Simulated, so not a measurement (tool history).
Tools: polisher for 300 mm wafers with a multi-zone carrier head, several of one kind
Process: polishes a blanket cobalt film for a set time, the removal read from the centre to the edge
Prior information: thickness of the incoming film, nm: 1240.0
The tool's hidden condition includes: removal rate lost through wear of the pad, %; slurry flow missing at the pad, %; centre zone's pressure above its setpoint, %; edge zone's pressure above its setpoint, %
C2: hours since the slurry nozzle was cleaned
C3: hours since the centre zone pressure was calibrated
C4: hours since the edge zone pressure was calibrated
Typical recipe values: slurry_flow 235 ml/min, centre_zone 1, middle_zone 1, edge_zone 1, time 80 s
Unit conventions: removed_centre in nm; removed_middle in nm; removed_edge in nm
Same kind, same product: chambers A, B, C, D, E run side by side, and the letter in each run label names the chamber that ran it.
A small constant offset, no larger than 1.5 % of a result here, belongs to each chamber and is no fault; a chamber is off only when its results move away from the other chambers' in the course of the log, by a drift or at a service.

{"day": 0.008, "done": "chamber E: slurry nozzle cleaned"}
{"run": "1A", "day": 0.292, "slurry_flow": 235, "centre_zone": 1, "middle_zone": 1, "edge_zone": 1, "time": 80, "wafers polished on this pad": 925, "C2": 332.5, "C3": 983.1, "C4": 456.9, "removed_centre": 325.19, "removed_middle": 321.58, "removed_edge": 323.13}
{"day": 0.542, "done": "chamber D: worn pad replaced by a new one"}
{"run": "2D", "day": 0.6, "slurry_flow": 235, "centre_zone": 1, "middle_zone": 1, "edge_zone": 1, "time": 80, "wafers polished on this pad": 16, "C2": 20.6, "C3": 1149.8, "C4": 56.3, "removed_centre": 319.75, "removed_middle": 323.77, "removed_edge": 330.48}
{"day": 0.975, "done": "chamber C: worn pad replaced by a new one"}
{"run": "3B", "day": 1.004, "slurry_flow": 235, "centre_zone": 1, "middle_zone": 1, "edge_zone": 1, "time": 80, "wafers polished on this pad": 882, "C2": 330.4, "C3": 329, "C4": 66.4, "removed_centre": 323.04, "removed_middle": 329.22, "removed_edge": 322.4}
{"run": "4C", "day": 1.312, "slurry_flow": 235, "centre_zone": 1, "middle_zone": 1, "edge_zone": 1, "time": 80, "wafers polished on this pad": 95, "C2": 471.6, "C3": 358.9, "C4": 1421.6, "removed_centre": 318.74, "removed_middle": 323.11, "removed_edge": 318.58}
{"run": "5E", "day": 1.504, "slurry_flow": 235, "centre_zone": 1, "middle_zone": 1, "edge_zone": 1, "time": 80, "wafers polished on this pad": 1047, "C2": 36, "C3": 412, "C4": 642.1, "removed_centre": 328.96, "removed_middle": 328.37, "removed_edge": 326.57}
{"run": "6E", "day": 1.721, "slurry_flow": 235, "centre_zone": 1, "middle_zone": 1, "edge_zone": 1, "time": 80, "wafers polished on this pad": 1108, "C2": 41.2, "C3": 417.2, "C4": 647.3, "removed_centre": 332.24, "removed_middle": 324.81, "removed_edge": 324.58}
{"run": "7D", "day": 1.933, "slurry_flow": 235, "centre_zone": 1, "middle_zone": 1, "edge_zone": 1, "time": 80, "wafers polished on this pad": 392, "C2": 52.6, "C3": 1181.8, "C4": 88.3, "removed_centre": 321.7, "removed_middle": 320.32, "removed_edge": 322.98}
{"day": 2.083, "done": "chamber E: worn pad replaced by a new one"}
{"run": "8C", "day": 2.262, "slurry_flow": 235, "centre_zone": 1, "middle_zone": 1.09, "edge_zone": 1, "time": 69, "wafers polished on this pad": 363, "C2": 494.4, "C3": 381.7, "C4": 1444.4, "removed_centre": 285.45, "removed_middle": 300.93, "removed_edge": 277.75}
{"day": 2.475, "done": "chamber B: worn pad replaced by a new one"}
{"run": "9A", "day": 2.517, "slurry_flow": 235, "centre_zone": 1, "middle_zone": 1.09, "edge_zone": 1, "time": 69, "wafers polished on this pad": 1552, "C2": 385.9, "C3": 1036.5, "C4": 510.3, "removed_centre": 276.99, "removed_middle": 300.02, "removed_edge": 278.45}
{"day": 2.596, "done": "chamber C: slurry nozzle cleaned"}
{"day": 2.633, "done": "chamber A: worn pad replaced by a new one"}
{"run": "10B", "day": 2.783, "slurry_flow": 235, "centre_zone": 1, "middle_zone": 1.09, "edge_zone": 1, "time": 69, "wafers polished on this pad": 87, "C2": 373.1, "C3": 371.7, "C4": 109.1, "removed_centre": 279.2, "removed_middle": 307.19, "removed_edge": 282.15}
{"run": "11C", "day": 2.983, "slurry_flow": 235, "centre_zone": 1, "middle_zone": 1.09, "edge_zone": 1, "time": 69, "wafers polished on this pad": 566, "C2": 9.3, "C3": 399, "C4": 1461.7, "removed_centre": 277.65, "removed_middle": 301.48, "removed_edge": 275.33}
{"day": 3.046, "done": "chamber C: worn pad replaced by a new one"}
{"run": "12E", "day": 3.371, "slurry_flow": 235, "centre_zone": 1, "middle_zone": 1.09, "edge_zone": 1, "time": 69, "wafers polished on this pad": 363, "C2": 80.8, "C3": 456.8, "C4": 686.9, "removed_centre": 281.74, "removed_middle": 296.36, "removed_edge": 277.05}
{"day": 3.5, "done": "chamber D: worn pad replaced by a new one"}
{"run": "13A", "day": 3.738, "slurry_flow": 235, "centre_zone": 1, "middle_zone": 1, "edge_zone": 1, "time": 80, "wafers polished on this pad": 311, "C2": 415.2, "C3": 1065.8, "C4": 539.6, "removed_centre": 323.44, "removed_middle": 322.3, "removed_edge": 323.86}
{"run": "14D", "day": 3.996, "slurry_flow": 235, "centre_zone": 1, "middle_zone": 1, "edge_zone": 1, "time": 80, "wafers polished on this pad": 140, "C2": 102.1, "C3": 1231.3, "C4": 137.8, "removed_centre": 325.89, "removed_middle": 325.7, "removed_edge": 324.89}
{"day": 4.383, "done": "chamber C: edge zone pressure recalibrated"}
{"run": "15B", "day": 4.388, "slurry_flow": 235, "centre_zone": 1, "middle_zone": 1, "edge_zone": 1, "time": 80, "wafers polished on this pad": 539, "C2": 411.6, "C3": 410.2, "C4": 147.6, "removed_centre": 322.96, "removed_middle": 327.95, "removed_edge": 324.92}
{"run": "16B", "day": 4.617, "slurry_flow": 235, "centre_zone": 1.12, "middle_zone": 0.93, "edge_zone": 1, "time": 80, "wafers polished on this pad": 604, "C2": 417.1, "C3": 415.7, "C4": 153.1, "removed_centre": 365.47, "removed_middle": 306.65, "removed_edge": 322.37}
{"day": 5.012, "done": "chamber C: worn pad replaced by a new one"}
{"run": "17E", "day": 5.012, "slurry_flow": 235, "centre_zone": 1.12, "middle_zone": 0.93, "edge_zone": 1, "time": 80, "wafers polished on this pad": 825, "C2": 120.2, "C3": 496.2, "C4": 726.3, "removed_centre": 370.95, "removed_middle": 301.02, "removed_edge": 318.95}
{"run": "18A", "day": 5.279, "slurry_flow": 235, "centre_zone": 1.12, "middle_zone": 0.93, "edge_zone": 1, "time": 80, "wafers polished on this pad": 745, "C2": 452.2, "C3": 1102.8, "C4": 576.6, "removed_centre": 364.28, "removed_middle": 302.18, "removed_edge": 329.12}
{"run": "19C", "day": 5.462, "slurry_flow": 235, "centre_zone": 1.12, "middle_zone": 0.93, "edge_zone": 1, "time": 80, "wafers polished on this pad": 127, "C2": 68.8, "C3": 458.5, "C4": 26, "removed_centre": 363.35, "removed_middle": 301.42, "removed_edge": 322.43}
{"day": 5.829, "done": "chamber D: worn pad replaced by a new one"}
{"run": "20D", "day": 5.862, "slurry_flow": 235, "centre_zone": 1.12, "middle_zone": 0.93, "edge_zone": 1, "time": 80, "wafers polished on this pad": 10, "C2": 146.9, "C3": 1276.1, "C4": 182.6, "removed_centre": 363.01, "removed_middle": 304.82, "removed_edge": 322.89}
{"run": "21A", "day": 6.142, "slurry_flow": 235, "centre_zone": 1, "middle_zone": 1, "edge_zone": 1, "time": 80, "wafers polished on this pad": 989, "C2": 472.9, "C3": 1123.5, "C4": 597.3, "removed_centre": 324.43, "removed_middle": 325.47, "removed_edge": 323.59}
{"day": 6.167, "done": "chamber B: worn pad replaced by a new one"}
{"run": "22C", "day": 6.429, "slurry_flow": 235, "centre_zone": 1, "middle_zone": 1, "edge_zone": 1, "time": 80, "wafers polished on this pad": 400, "C2": 92, "C3": 481.7, "C4": 49.2, "removed_centre": 322.82, "removed_middle": 321.04, "removed_edge": 322.61}
{"run": "23D", "day": 6.696, "slurry_flow": 235, "centre_zone": 1, "middle_zone": 1, "edge_zone": 1, "time": 80, "wafers polished on this pad": 244, "C2": 166.9, "C3": 1296.1, "C4": 202.6, "removed_centre": 320.53, "removed_middle": 324.98, "removed_edge": 319.4}
{"run": "24B", "day": 7.054, "slurry_flow": 235, "centre_zone": 1, "middle_zone": 1, "edge_zone": 1, "time": 80, "wafers polished on this pad": 250, "C2": 475.6, "C3": 474.2, "C4": 211.6, "removed_centre": 322.34, "removed_middle": 326.79, "removed_edge": 320.93}
{"day": 7.125, "done": "chamber C: worn pad replaced by a new one"}
{"run": "25E", "day": 7.325, "slurry_flow": 235, "centre_zone": 1, "middle_zone": 1, "edge_zone": 1, "time": 80, "wafers polished on this pad": 1477, "C2": 175.7, "C3": 551.7, "C4": 781.8, "removed_centre": 327.23, "removed_middle": 324.86, "removed_edge": 319.72}
{"day": 7.6, "done": "chamber E: worn pad replaced by a new one"}
{"run": "26E", "day": 7.6, "slurry_flow": 235, "centre_zone": 1, "middle_zone": 1.11, "edge_zone": 1, "time": 66, "wafers polished on this pad": 0, "C2": 182.3, "C3": 558.3, "C4": 788.4, "removed_centre": 269.71, "removed_middle": 293.19, "removed_edge": 265.8}
{"run": "27C", "day": 7.992, "slurry_flow": 235, "centre_zone": 1, "middle_zone": 1.11, "edge_zone": 1, "time": 66, "wafers polished on this pad": 244, "C2": 129.5, "C3": 519.2, "C4": 86.7, "removed_centre": 266.31, "removed_middle": 296.46, "removed_edge": 270.57}
{"day": 8.008, "done": "chamber A: worn pad replaced by a new one"}
{"run": "28D", "day": 8.342, "slurry_flow": 235, "centre_zone": 1, "middle_zone": 1.11, "edge_zone": 1, "time": 66, "wafers polished on this pad": 708, "C2": 206.4, "C3": 1335.6, "C4": 242.1, "removed_centre": 263.36, "removed_middle": 295.13, "removed_edge": 267.3}
{"run": "29B", "day": 8.562, "slurry_flow": 235, "centre_zone": 1, "middle_zone": 1.11, "edge_zone": 1, "time": 66, "wafers polished on this pad": 675, "C2": 511.8, "C3": 510.4, "C4": 247.8, "removed_centre": 267.89, "removed_middle": 298.29, "removed_edge": 262.09}
{"run": "30A", "day": 8.825, "slurry_flow": 235, "centre_zone": 1, "middle_zone": 1.11, "edge_zone": 1, "time": 66, "wafers polished on this pad": 230, "C2": 537.3, "C3": 1187.9, "C4": 661.7, "removed_centre": 269.87, "removed_middle": 291.02, "removed_edge": 266.6}
{"run": "31B", "day": 9.229, "slurry_flow": 235, "centre_zone": 1, "middle_zone": 1, "edge_zone": 1, "time": 80, "wafers polished on this pad": 863, "C2": 527.8, "C3": 526.4, "C4": 263.8, "removed_centre": 324.35, "removed_middle": 330.68, "removed_edge": 324.76}
{"day": 9.258, "done": "chamber A: centre zone pressure recalibrated"}
{"day": 9.446, "done": "chamber E: edge zone pressure recalibrated"}
{"run": "32A", "day": 9.579, "slurry_flow": 235, "centre_zone": 1, "middle_zone": 1, "edge_zone": 1, "time": 80, "wafers polished on this pad": 443, "C2": 555.4, "C3": 7.8, "C4": 679.8, "removed_centre": 321.66, "removed_middle": 317.85, "removed_edge": 325.17}
{"run": "33E", "day": 9.896, "slurry_flow": 235, "centre_zone": 1, "middle_zone": 1, "edge_zone": 1, "time": 80, "wafers polished on this pad": 647, "C2": 237.4, "C3": 613.4, "C4": 10.9, "removed_centre": 327.59, "removed_middle": 322.6, "removed_edge": 320.9}

One chamber off, gauge drift, or nothing amiss beyond the chambers' own small offsets? If it is a chamber, which one, and what is the likeliest cause?

The fleet is healthy, with each chamber sitting at its usual small offset and no drift in the gauge.
